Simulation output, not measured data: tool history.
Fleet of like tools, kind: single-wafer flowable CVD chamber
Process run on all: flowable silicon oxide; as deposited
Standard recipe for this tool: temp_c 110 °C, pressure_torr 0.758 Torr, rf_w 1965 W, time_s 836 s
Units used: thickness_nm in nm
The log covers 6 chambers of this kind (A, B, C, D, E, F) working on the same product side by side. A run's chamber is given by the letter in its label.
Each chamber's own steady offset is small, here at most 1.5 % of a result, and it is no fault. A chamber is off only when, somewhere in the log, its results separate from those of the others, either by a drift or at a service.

run,hour,temp_c,pressure_torr,rf_w,time_s,"read-back reference wafer on the same gauge, thickness_nm",thickness_nm
1A,10.9,110,0.758,1965,836,287.04,339.47
2B,21.2,110,0.758,1965,836,287.13,335.29
3D,27.1,110,0.758,1965,836,287.06,340.56
4F,38.5,110,0.758,1965,836,287.08,333.28
# hour 43.6: chamber B: thermocouple changed; heater temperature recalibrated
5C,47.8,110,0.758,1965,836,287.14,335.45
# hour 52.8: chamber A: thermocouple changed; heater temperature recalibrated
6E,57.0,110,0.758,1965,836,287.22,339.21
7A,66.2,110,0.758,1965,836,287.18,339.10
8F,74.1,110,0.758,1965,836,287.25,333.16
9D,84.2,110,0.758,1965,836,287.36,340.26
10B,92.4,110,0.758,1965,836,287.29,335.82
11E,99.0,110,0.758,1965,836,287.34,338.69
12C,104.8,110,0.758,1965,836,287.44,334.72
13B,114.6,110,0.758,1965,836,287.50,335.00
14E,125.7,110,0.758,2210,836,287.47,346.82
15D,135.7,110,0.758,2210,836,287.48,348.78
16A,146.5,110,0.758,2210,836,287.50,347.78
17C,154.8,110,0.758,2210,836,287.70,343.81
18F,160.2,110,0.758,2210,836,287.57,342.01
19E,167.5,110,0.758,2210,836,287.63,347.24
20D,176.1,110,0.758,1965,836,287.74,341.78
21C,181.7,110,0.758,1965,836,287.67,335.53
22B,191.5,110,0.758,1965,836,287.71,336.42
23A,198.4,110,0.758,1965,836,287.67,339.39
24F,208.4,110,0.758,1965,836,287.87,334.44
25B,214.9,110,0.758,1645,836,287.76,321.18
26A,223.3,110,0.758,1645,836,287.81,324.40
27D,228.9,110,0.758,1645,836,287.88,326.65
28E,237.0,110,0.758,1645,836,287.97,324.30
29C,242.7,110,0.758,1645,836,287.93,320.92
30F,248.6,110,0.758,1645,836,287.99,320.28
31C,257.8,110,0.758,1965,836,287.99,336.04
32F,266.6,117,0.758,1965,745,288.03,239.82
33A,277.9,117,0.758,1965,745,288.04,244.02
34E,284.1,117,0.758,1965,745,288.10,243.59
35D,291.1,117,0.758,1965,745,288.16,244.84
36B,301.1,117,0.758,1965,745,288.12,241.06
37F,312.4,117,0.758,1965,745,288.25,239.93
38D,324.2,110,0.758,1965,836,288.17,341.81
39C,329.9,110,0.758,1760,836,288.30,326.85
40E,336.6,110,0.758,1760,836,288.22,330.18
41B,346.1,110,0.758,1760,836,288.28,327.17
42A,353.9,110,0.758,1760,836,288.27,331.64

Predict what each chamber gives when all 6 of them run the settings below next.
43A,362.3,110,0.865,1965,836,,?
43B,362.3,110,0.865,1965,836,,?
43C,362.3,110,0.865,1965,836,,?
43D,362.3,110,0.865,1965,836,,?
43E,362.3,110,0.865,1965,836,,?
43F,362.3,110,0.865,1965,836,,?

run,thickness_nm
43A,405.80
43B,397.98
43C,399.26
43D,405.26
43E,402.64
43F,399.29
